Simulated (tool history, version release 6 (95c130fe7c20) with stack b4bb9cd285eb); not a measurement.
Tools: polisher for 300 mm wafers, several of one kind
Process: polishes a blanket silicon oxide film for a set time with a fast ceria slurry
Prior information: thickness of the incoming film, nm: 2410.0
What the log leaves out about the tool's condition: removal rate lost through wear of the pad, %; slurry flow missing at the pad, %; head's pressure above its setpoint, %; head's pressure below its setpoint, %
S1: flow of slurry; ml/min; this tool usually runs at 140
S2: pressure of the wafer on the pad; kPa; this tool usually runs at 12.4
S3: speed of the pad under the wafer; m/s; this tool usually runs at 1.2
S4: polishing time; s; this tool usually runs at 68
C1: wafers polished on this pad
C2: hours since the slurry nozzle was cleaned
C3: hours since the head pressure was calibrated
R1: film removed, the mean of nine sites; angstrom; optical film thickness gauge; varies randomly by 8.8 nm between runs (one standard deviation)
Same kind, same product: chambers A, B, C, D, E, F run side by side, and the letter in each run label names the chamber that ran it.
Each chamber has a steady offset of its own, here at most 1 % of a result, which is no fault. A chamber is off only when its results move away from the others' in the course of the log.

Run 1D, hour 9.1: usual settings; C1 1037; C2 87.7; C3 284.7. Result: R1 7717.7 angstrom.
At hour 11: chamber D: worn pad replaced by a new one.
Run 2C, hour 17.1: usual settings; C1 452; C2 44.9; C3 1104.1. Result: R1 7607.2 angstrom.
Run 3E, hour 28.7: usual settings; C1 1002; C2 231.3; C3 745.2. Result: R1 7717 angstrom.
At hour 43.2: chamber A: worn pad replaced by a new one.
Run 4B, hour 44.5: usual settings; C1 497; C2 301.8; C3 266.4. Result: R1 7711.7 angstrom.
Run 5F, hour 52.1: usual settings; C1 886; C2 85.5; C3 249.8. Result: R1 7438.9 angstrom.
At hour 57: chamber C: worn pad replaced by a new one.
At hour 57.9: chamber E: worn pad replaced by a new one.
At hour 60.9: chamber C: head pressure recalibrated.
Run 6A, hour 63.9: usual settings; C1 211; C2 271.1; C3 598.4. Result: R1 7829.6 angstrom.
At hour 70.8: chamber F: worn pad replaced by a new one.
Run 7E, hour 78.3: usual settings; C1 208; C2 280.9; C3 794.8. Result: R1 7699.1 angstrom.
Run 8B, hour 85.5: usual settings; C1 915; C2 342.8; C3 307.4. Result: R1 7891.8 angstrom.
Run 9A, hour 94.1: usual settings but S2 15.2 kPa; C1 520; C2 301.3; C3 628.6. Result: R1 9283.2 angstrom.
At hour 98.2: chamber A: slurry nozzle cleaned.
Run 10F, hour 105.4: usual settings but S2 15.2 kPa; C1 354; C2 138.8; C3 303.1. Result: R1 9261.4 angstrom.
Run 11D, hour 115.4: usual settings but S2 15.2 kPa; C1 1066; C2 194; C3 391. Result: R1 9571.2 angstrom.
At hour 121.6: chamber B: worn pad replaced by a new one.
At hour 123.6: chamber D: worn pad replaced by a new one.
Run 12C, hour 128.9: usual settings but S2 15.2 kPa; C1 734; C2 156.7; C3 68.1. Result: R1 9351.6 angstrom.
At hour 137.5: chamber A: worn pad replaced by a new one.
At hour 137.7: chamber C: worn pad replaced by a new one.
Run 13E, hour 143.6: usual settings but S2 15.2 kPa; C1 875; C2 346.2; C3 860.1. Result: R1 9482.2 angstrom.
At hour 150.7: chamber D: head pressure recalibrated.
Run 14C, hour 154.4: usual settings but S2 15.2 kPa; C1 171; C2 182.2; C3 93.6. Result: R1 9432.9 angstrom.
At hour 161.3: chamber E: worn pad replaced by a new one.
Run 15B, hour 168.9: usual settings; C1 483; C2 426.2; C3 390.8. Result: R1 7610.8 angstrom.
At hour 171.7: chamber F: worn pad replaced by a new one.
At hour 174.7: chamber E: head pressure recalibrated.
Run 16A, hour 178.4: usual settings; C1 418; C2 80.3; C3 712.9. Result: R1 7594.3 angstrom.
Run 17F, hour 190.5: usual settings; C1 192; C2 223.9; C3 388.2. Result: R1 7513.1 angstrom.
Run 18D, hour 197.6: usual settings; C1 756; C2 276.2; C3 46.9. Result: R1 7716 angstrom.
Run 19A, hour 207.3: usual settings; C1 713; C2 109.2; C3 741.8. Result: R1 7641.4 angstrom.
At hour 210: chamber D: slurry nozzle cleaned.
At hour 219.9: chamber C: slurry nozzle cleaned.
Run 20F, hour 222.7: usual settings but S2 13.8 kPa, S4 46 s; C1 520; C2 256.1; C3 420.4. Result: R1 5683.3 angstrom.
Run 21C, hour 229.7: usual settings but S2 13.8 kPa, S4 46 s; C1 940; C2 9.9; C3 168.9. Result: R1 5865.5 angstrom.
At hour 229.9: chamber C: worn pad replaced by a new one.
At hour 234.4: chamber D: worn pad replaced by a new one.
Run 22E, hour 238.7: usual settings but S2 13.8 kPa, S4 46 s; C1 790; C2 441.3; C3 64. Result: R1 5673 angstrom.
At hour 239: chamber A: worn pad replaced by a new one.
Run 23B, hour 252.8: usual settings but S2 13.8 kPa, S4 46 s; C1 1340; C2 510.1; C3 474.7. Result: R1 5622.4 angstrom.
At hour 262.6: chamber E: worn pad replaced by a new one.
At hour 265.4: chamber B: worn pad replaced by a new one.
Run 24D, hour 266.9: usual settings but S2 13.8 kPa, S4 46 s; C1 332; C2 56.9; C3 116.2. Result: R1 5837.8 angstrom.
At hour 270.2: chamber F: worn pad replaced by a new one.
Run 25C, hour 281.3: usual settings but S2 13.8 kPa, S4 46 s; C1 525; C2 61.5; C3 220.5. Result: R1 5901 angstrom.
Run 26F, hour 289.3: usual settings; C1 195; C2 322.7; C3 487. Result: R1 7619.7 angstrom.
Run 27D, hour 297.1: usual settings but S1 180 ml/min, S2 9 kPa; C1 640; C2 87.1; C3 146.4. Result: R1 6056.5 angstrom.
Run 28A, hour 305.3: usual settings but S1 180 ml/min, S2 9 kPa; C1 677; C2 207.2; C3 839.8. Result: R1 5834.3 angstrom.
Run 29E, hour 320.8: usual settings but S1 180 ml/min, S2 9 kPa; C1 594; C2 523.4; C3 146.1. Result: R1 5741.3 angstrom.
At hour 331.3: chamber C: worn pad replaced by a new one.
Run 30B, hour 335.2: usual settings but S1 180 ml/min, S2 9 kPa; C1 712; C2 592.5; C3 557.1. Result: R1 5588.4 angstrom.
At hour 342.4: chamber A: worn pad replaced by a new one.
Run 31B, hour 342.4: usual settings but S1 180 ml/min, S2 9 kPa; C1 786; C2 599.7; C3 564.3. Result: R1 5527.2 angstrom.
At hour 343.5: chamber D: worn pad replaced by a new one.
Run 32D, hour 350.1: usual settings but S1 180 ml/min, S2 9 kPa; C1 67; C2 140.1; C3 199.4. Result: R1 5874.8 angstrom.
Run 33F, hour 361.5: usual settings; C1 932; C2 394.9; C3 559.2. Result: R1 7562.9 angstrom.
At hour 366.5: chamber F: worn pad replaced by a new one.
Run 34E, hour 371.4: usual settings; C1 1111; C2 574; C3 196.7. Result: R1 7675.6 angstrom.
At hour 377.2: chamber E: worn pad replaced by a new one.
At hour 383.8: chamber B: worn pad replaced by a new one.
Run 35A, hour 384.5: usual settings; C1 430; C2 286.4; C3 919. Result: R1 7644.7 angstrom.
Run 36C, hour 394.3: usual settings; C1 643; C2 174.5; C3 333.5. Result: R1 7711.2 angstrom.
Run 37C, hour 405.2: usual settings; C1 755; C2 185.4; C3 344.4. Result: R1 7761.8 angstrom.
Run 38B, hour 420.7: usual settings; C1 377; C2 678; C3 642.6. Result: R1 7059.8 angstrom.
At hour 425.1: chamber A: worn pad replaced by a new one.
Run 39D, hour 433.6: usual settings; C1 920; C2 223.6; C3 282.9. Result: R1 7709.1 angstrom.
At hour 433.8: chamber A: slurry nozzle cleaned.
Run 40E, hour 447.2: usual settings; C1 715; C2 649.8; C3 272.5. Result: R1 7700.9 angstrom.
Run 41F, hour 455.1: usual settings; C1 904; C2 488.5; C3 652.8. Result: R1 7419.2 angstrom.
Run 42A, hour 464.8: usual settings; C1 405; C2 31.1; C3 999.3. Result: R1 7628 angstrom.

All chambers now run identical settings, listed one chamber a line with results as question marks. What results will each chamber show?
Run 43A, hour 476.2: usual settings but S3 1.38 m/s. Result: R1 ?.
Run 43B, hour 476.2: usual settings but S3 1.38 m/s. Result: R1 ?.
Run 43C, hour 476.2: usual settings but S3 1.38 m/s. Result: R1 ?.
Run 43D, hour 476.2: usual settings but S3 1.38 m/s. Result: R1 ?.
Run 43E, hour 476.2: usual settings but S3 1.38 m/s. Result: R1 ?.
Run 43F, hour 476.2: usual settings but S3 1.38 m/s. Result: R1 ?.

run      R1
43A  8763.9
43B    7898
43C  8700.9
43D    9017
43E  8841.5
43F    8599
